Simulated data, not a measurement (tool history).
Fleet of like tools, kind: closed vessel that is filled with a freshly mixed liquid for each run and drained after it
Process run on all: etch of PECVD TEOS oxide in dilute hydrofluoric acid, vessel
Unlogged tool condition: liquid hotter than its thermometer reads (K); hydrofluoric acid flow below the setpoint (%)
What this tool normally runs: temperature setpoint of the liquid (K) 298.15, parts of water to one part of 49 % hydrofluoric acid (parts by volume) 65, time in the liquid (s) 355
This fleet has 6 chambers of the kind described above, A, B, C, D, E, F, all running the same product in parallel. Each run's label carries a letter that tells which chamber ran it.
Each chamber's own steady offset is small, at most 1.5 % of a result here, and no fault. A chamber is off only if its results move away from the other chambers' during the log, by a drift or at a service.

run   hour  temperature setpoint of the liquid (K)  parts of water to one part of 49 % hydrofluoric acid (parts by volume)  time in the liquid (s)  hours since the thermometer was replaced  hours since the hydrofluoric acid flow meter was replaced  read-back film thickness of the PECVD TEOS oxide reference wafer, read on the same gauge (nm)  thickness taken off the PECVD TEOS oxide on a monitor wafer (angstrom)
 1D    5.4                                  298.15                                                                      65                     355                                    2150.5                                                      198.5                                                                                         129.98                                                                  508.39
 2C   13.2                                  298.15                                                                      65                     355                                     726.8                                                     1342.4                                                                                         129.99                                                                  504.16
 3A   18.3                                  298.15                                                                      65                     355                                     725.6                                                      264.5                                                                                         130.02                                                                  506.66
 4B   22.4                                  298.15                                                                      65                     355                                    1073.5                                                     1319.3                                                                                         129.98                                                                  513.95
 5E   30.1                                  298.15                                                                      65                     355                                    1029.5                                                       40.3                                                                                         130.01                                                                   506.6
 6F   34.1                                  298.15                                                                      65                     355                                     679.2                                                      286.9                                                                                         129.98                                                                  506.47
 7A   41.1                                  298.15                                                                      65                     355                                     748.4                                                      287.3                                                                                         130.05                                                                  515.13
      43.7  -- chamber A: thermometer replaced
 8F   49.3                                  298.15                                                                      65                     355                                     694.4                                                      302.1                                                                                         129.98                                                                  501.46
 9B   57.5                                  298.15                                                                      65                     355                                    1108.6                                                     1354.4                                                                                         130.01                                                                  508.86
10E   66.4                                  301.15                                                                      65                     355                                    1065.8                                                       76.6                                                                                         129.97                                                                  576.66
11D   71.7                                  301.15                                                                      65                     355                                    2216.8                                                      264.8                                                                                         130.04                                                                   566.5
12C   79.3                                  301.15                                                                      65                     355                                     792.9                                                     1408.5                                                                                         130.01                                                                  569.99
13E   83.7                                  301.15                                                                      65                     355                                    1083.1                                                       93.9                                                                                         130.01                                                                  574.36
14D   89.7                                  301.15                                                                      65                     355                                    2234.8                                                      282.8                                                                                            130                                                                  569.33
15F   96.2                                  301.15                                                                      65                     355                                     741.3                                                        349                                                                                         130.01                                                                  553.12
16A  100.8                                  298.15                                                                      65                     355                                      57.1                                                        347                                                                                            130                                                                  507.78
17C  107.4                                  298.15                                                                      65                     355                                       821                                                     1436.6                                                                                         129.99                                                                  507.49
18B  114.2                                  298.15                                                                      65                     355                                    1165.3                                                     1411.1                                                                                         129.98                                                                  507.66
19E  120.6                                  298.15                                                                      65                     355                                      1120                                                      130.8                                                                                            130                                                                  506.83
20A  129.2                                  298.15                                                                      65                     355                                      85.5                                                      375.4                                                                                         129.95                                                                  513.83
21D  136.6                                  298.15                                                                      65                     355                                    2281.7                                                      329.7                                                                                         130.01                                                                  511.81
22B  141.7                                  298.15                                                                      65                     355                                    1192.8                                                     1438.6                                                                                         130.04                                                                  501.08
23F  148.4                                  298.15                                                                      65                     355                                     793.5                                                      401.2                                                                                            130                                                                   477.2
24C  155.7                                  298.15                                                                      65                     355                                     869.3                                                     1484.9                                                                                         130.02                                                                  510.84
25B  161.7                                  298.15                                                                      65                     225                                    1212.8                                                     1458.6                                                                                            130                                                                  324.79
26F  166.7                                  298.15                                                                      65                     225                                     811.8                                                      419.5                                                                                         130.02                                                                  298.01
27C  173.1                                  298.15                                                                      65                     225                                     886.7                                                     1502.3                                                                                         130.04                                                                  322.37
28D  178.9                                  298.15                                                                      65                     225                                      2324                                                        372                                                                                         130.02                                                                  322.11
     181.8  -- chamber C: hydrofluoric acid flow meter replaced
29E  183.6                                  298.15                                                                      65                     225                                      1183                                                      193.8                                                                                         130.05                                                                  316.51
30A  189.6                                  298.15                                                                      65                     225                                     145.9                                                      435.8                                                                                         129.99                                                                  321.32
31A  197.7                                  298.15                                                                      65                     355                                       154                                                      443.9                                                                                         129.99                                                                  508.66
32F  202.5                                  298.15                                                                      65                     355                                     847.6                                                      455.3                                                                                         130.02                                                                  463.07
33C  211.7                                  298.15                                                                      65                     355                                     925.3                                                       29.9                                                                                         130.03                                                                  505.63
34D  215.7                                  298.15                                                                      65                     355                                    2360.8                                                      408.8                                                                                         129.97                                                                  502.57
35E    223                                  298.15                                                                      65                     355                                    1222.4                                                      233.2                                                                                         129.98                                                                  515.28
36B    232                                  298.15                                                                      65                     355                                    1283.1                                                     1528.9                                                                                         129.99                                                                  502.76
37D    239                                  298.15                                                                      65                     355                                    2384.1                                                      432.1                                                                                         129.96                                                                  511.38
38E  243.1                                  298.15                                                                      65                     355                                    1242.5                                                      253.3                                                                                         130.03                                                                  502.17

All 6 chambers run these settings next. Forecast each chamber's results:
39A  249.7                                  298.15                                                                      65                     355                                                                                                                                                                                                                                                                           ?
39B  249.7                                  298.15                                                                      65                     355                                                                                                                                                                                                                                                                           ?
39C  249.7                                  298.15                                                                      65                     355                                                                                                                                                                                                                                                                           ?
39D  249.7                                  298.15                                                                      65                     355                                                                                                                                                                                                                                                                           ?
39E  249.7                                  298.15                                                                      65                     355                                                                                                                                                                                                                                                                           ?
39F  249.7                                  298.15                                                                      65                     355                                                                                                                                                                                                                                                                           ?

run  thickness taken off the PECVD TEOS oxide on a monitor wafer (angstrom)
39A                                                                  510.93
39B                                                                  508.29
39C                                                                  507.53
39D                                                                  500.67
39E                                                                  511.06
39F                                                                   449.3
